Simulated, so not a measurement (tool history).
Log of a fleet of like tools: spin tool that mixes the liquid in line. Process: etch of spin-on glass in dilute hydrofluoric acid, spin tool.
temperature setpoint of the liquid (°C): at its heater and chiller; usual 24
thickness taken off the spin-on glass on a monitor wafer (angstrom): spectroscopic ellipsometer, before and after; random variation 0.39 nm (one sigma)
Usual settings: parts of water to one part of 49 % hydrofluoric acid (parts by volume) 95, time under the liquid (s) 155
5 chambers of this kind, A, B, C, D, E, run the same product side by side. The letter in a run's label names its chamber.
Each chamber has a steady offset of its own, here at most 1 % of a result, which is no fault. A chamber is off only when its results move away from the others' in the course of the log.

run   hour  temperature setpoint of the liquid (°C)  parts of water to one part of 49 % hydrofluoric acid (parts by volume)  time under the liquid (s)  read-back film thickness of the spin-on glass reference wafer, read on the same gauge (nm)  thickness taken off the spin-on glass on a monitor wafer (angstrom)
 1B   15.2                                       24                                                                      95                        155                                                                                      110.01                                                                  505
 2E   26.7                                       24                                                                      95                        155                                                                                      110.03                                                                508.4
 3C   33.9                                       24                                                                      95                        155                                                                                         110                                                               505.63
 4D   48.2                                       24                                                                      95                        155                                                                                      110.02                                                               502.96
      48.4  -- chamber D: thermometer replaced
 5A   58.8                                       24                                                                      95                        155                                                                                      110.01                                                               512.74
 6B     69                                       24                                                                      95                        155                                                                                      109.99                                                               503.81
 7C   77.6                                       24                                                                      95                        155                                                                                      110.01                                                               501.96
      85.2  -- chamber A: thermometer replaced
 8E   86.3                                       26                                                                      95                        155                                                                                      109.99                                                               546.98
 9A  101.4                                       26                                                                      95                        155                                                                                      110.01                                                               545.87
10D  116.6                                       26                                                                      95                        155                                                                                      110.01                                                                543.9
11D  128.2                                       26                                                                      95                        155                                                                                      110.04                                                                550.2
12B  143.5                                       26                                                                      95                        155                                                                                      109.98                                                               544.96
13E  152.5                                       24                                                                      95                        155                                                                                      110.01                                                               512.04
     160.2  -- chamber C: hydrofluoric acid flow meter replaced
14A  164.8                                       24                                                                      95                        155                                                                                      110.01                                                               507.17
15C  178.8                                       24                                                                     145                        110                                                                                      110.02                                                               221.41
16D  192.8                                       24                                                                     145                        110                                                                                      109.99                                                               222.34
       193  -- chamber B: thermometer replaced
17C  204.5                                       24                                                                     145                        110                                                                                      109.98                                                               222.98
18E  217.6                                       24                                                                     145                        110                                                                                      110.01                                                               219.75
19B  227.3                                       24                                                                     145                        110                                                                                      109.98                                                               219.51
20A  235.2                                       24                                                                      95                         80                                                                                      110.01                                                               261.34
21C  241.8                                       24                                                                      95                         80                                                                                      109.99                                                               259.54
22E  254.7                                       24                                                                      95                         80                                                                                      110.01                                                               264.14
23D  267.1                                       24                                                                      95                         80                                                                                      109.98                                                               264.92
24A  276.5                                       24                                                                      95                         80                                                                                         110                                                               263.48
25B  290.9                                       24                                                                      95                        155                                                                                      109.97                                                               509.84
26B  299.8                                       24                                                                      95                        155                                                                                      110.01                                                               500.65
27C  311.7                                       24                                                                      95                        155                                                                                      110.03                                                               506.72
28A  326.7                                       24                                                                      95                        155                                                                                      110.02                                                               504.14
29E  342.1                                       24                                                                     130                         75                                                                                      110.04                                                               171.06
30D  352.4                                       24                                                                     130                         75                                                                                         110                                                               172.85
31C  364.2                                       24                                                                     130                         75                                                                                      110.03                                                               172.93
     372.6  -- chamber D: hydrofluoric acid flow meter replaced
32E  377.5                                       24                                                                     130                         75                                                                                      109.98                                                               171.97
33A  386.7                                       24                                                                     130                         75                                                                                      109.99                                                                173.6
34D  397.9                                       24                                                                      95                        155                                                                                      110.01                                                               512.76
35B  410.1                                       24                                                                      95                        155                                                                                         110                                                               507.68
36D  417.5                                     20.5                                                                      95                         95                                                                                      110.01                                                               272.25
37B  424.6                                     20.5                                                                      95                         95                                                                                      110.02                                                               269.23
38E  437.6                                     20.5                                                                      95                         95                                                                                      109.98                                                               271.62
39C  447.3                                     20.5                                                                      95                         95                                                                                         110                                                               271.33
40A  456.8                                     20.5                                                                      95                         95                                                                                      109.98                                                               273.32

All 5 chambers run these settings next. Forecast each chamber's results:
41A  467.8                                       24                                                                      95                        155                                                                                                                                                                ?
41B  467.8                                       24                                                                      95                        155                                                                                                                                                                ?
41C  467.8                                       24                                                                      95                        155                                                                                                                                                                ?
41D  467.8                                       24                                                                      95                        155                                                                                                                                                                ?
41E  467.8                                       24                                                                      95                        155                                                                                                                                                                ?

run  thickness taken off the spin-on glass on a monitor wafer (angstrom)
41A                                                               509.65
41B                                                               501.27
41C                                                               513.05
41D                                                               508.89
41E                                                               506.08
